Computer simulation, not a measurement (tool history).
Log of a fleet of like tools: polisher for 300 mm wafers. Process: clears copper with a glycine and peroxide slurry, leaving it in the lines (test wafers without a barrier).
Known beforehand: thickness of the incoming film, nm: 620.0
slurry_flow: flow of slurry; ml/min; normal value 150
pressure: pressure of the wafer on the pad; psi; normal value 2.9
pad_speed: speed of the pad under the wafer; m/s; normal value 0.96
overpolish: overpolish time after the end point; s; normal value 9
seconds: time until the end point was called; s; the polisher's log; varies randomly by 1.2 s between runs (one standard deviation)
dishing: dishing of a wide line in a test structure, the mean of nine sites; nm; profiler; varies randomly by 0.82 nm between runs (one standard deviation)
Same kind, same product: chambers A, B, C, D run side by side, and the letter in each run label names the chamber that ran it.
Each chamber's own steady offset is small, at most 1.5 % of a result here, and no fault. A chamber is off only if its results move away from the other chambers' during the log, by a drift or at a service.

run	hour	slurry_flow	pressure	pad_speed	overpolish	seconds	dishing
1D	8.6	150	2.9	0.96	9	104.06	35.571
2B	16.4	150	2.9	0.96	9	102.98	36.728
3C	25.2	150	2.9	0.96	9	105.45	34.767
4A	34	150	2.9	0.96	9	105.5	36.144
# hour 41.4: chamber C: head pressure recalibrated
# hour 44: chamber B: worn pad replaced by a new one
5C	44.4	150	2.9	0.96	9	102.79	35.387
6A	58.9	150	2.9	0.96	9	104.87	35.57
# hour 62.9: chamber C: worn pad replaced by a new one
# hour 63.9: chamber D: slurry nozzle cleaned
7D	67.3	150	2.9	0.96	9	105.17	35.065
# hour 74.6: chamber A: worn pad replaced by a new one
8B	82	150	2.9	0.96	9	104.46	36.97
# hour 83: chamber A: slurry nozzle cleaned
9A	94	150	2.9	0.96	9	106.1	36.005
10C	106.6	150	3.8	0.96	9	84.321	41.274
11D	118	150	3.8	0.96	9	80.493	42.373
12B	129	150	3.8	0.96	9	82.535	42.752
13B	138	150	3.8	0.96	9	83.966	42.318
14D	152.4	150	2.9	0.96	9	104.84	35.852
# hour 157.9: chamber B: worn pad replaced by a new one
15C	164.2	150	2.9	0.96	9	104.81	36.576
# hour 166: chamber A: worn pad replaced by a new one
16A	171.6	150	2.9	0.96	9	103.09	37.09
17A	181.6	150	2.9	0.96	9	104.7	35.179
18C	193.3	150	2.9	0.96	14	105.99	50.177
19B	201.1	150	2.9	0.96	14	105.43	49.709
# hour 209: chamber D: worn pad replaced by a new one
20D	209.5	150	2.9	0.96	14	104.07	50.623
21A	221.8	150	2.9	0.96	14	105.82	50.682
22B	230.7	150	2.9	0.96	9	105.33	37.092
23D	243.6	150	2.9	0.96	9	103.81	35.332
# hour 246.1: chamber C: worn pad replaced by a new one
24C	251.6	150	2.9	0.96	9	102.06	35.177

Is one chamber off against the others, does the gauge drift, or is nothing wrong? If a chamber is off, say which, and what the likeliest cause is.

Nothing is wrong: each chamber keeps only its own small, steady offset and the gauge holds still.

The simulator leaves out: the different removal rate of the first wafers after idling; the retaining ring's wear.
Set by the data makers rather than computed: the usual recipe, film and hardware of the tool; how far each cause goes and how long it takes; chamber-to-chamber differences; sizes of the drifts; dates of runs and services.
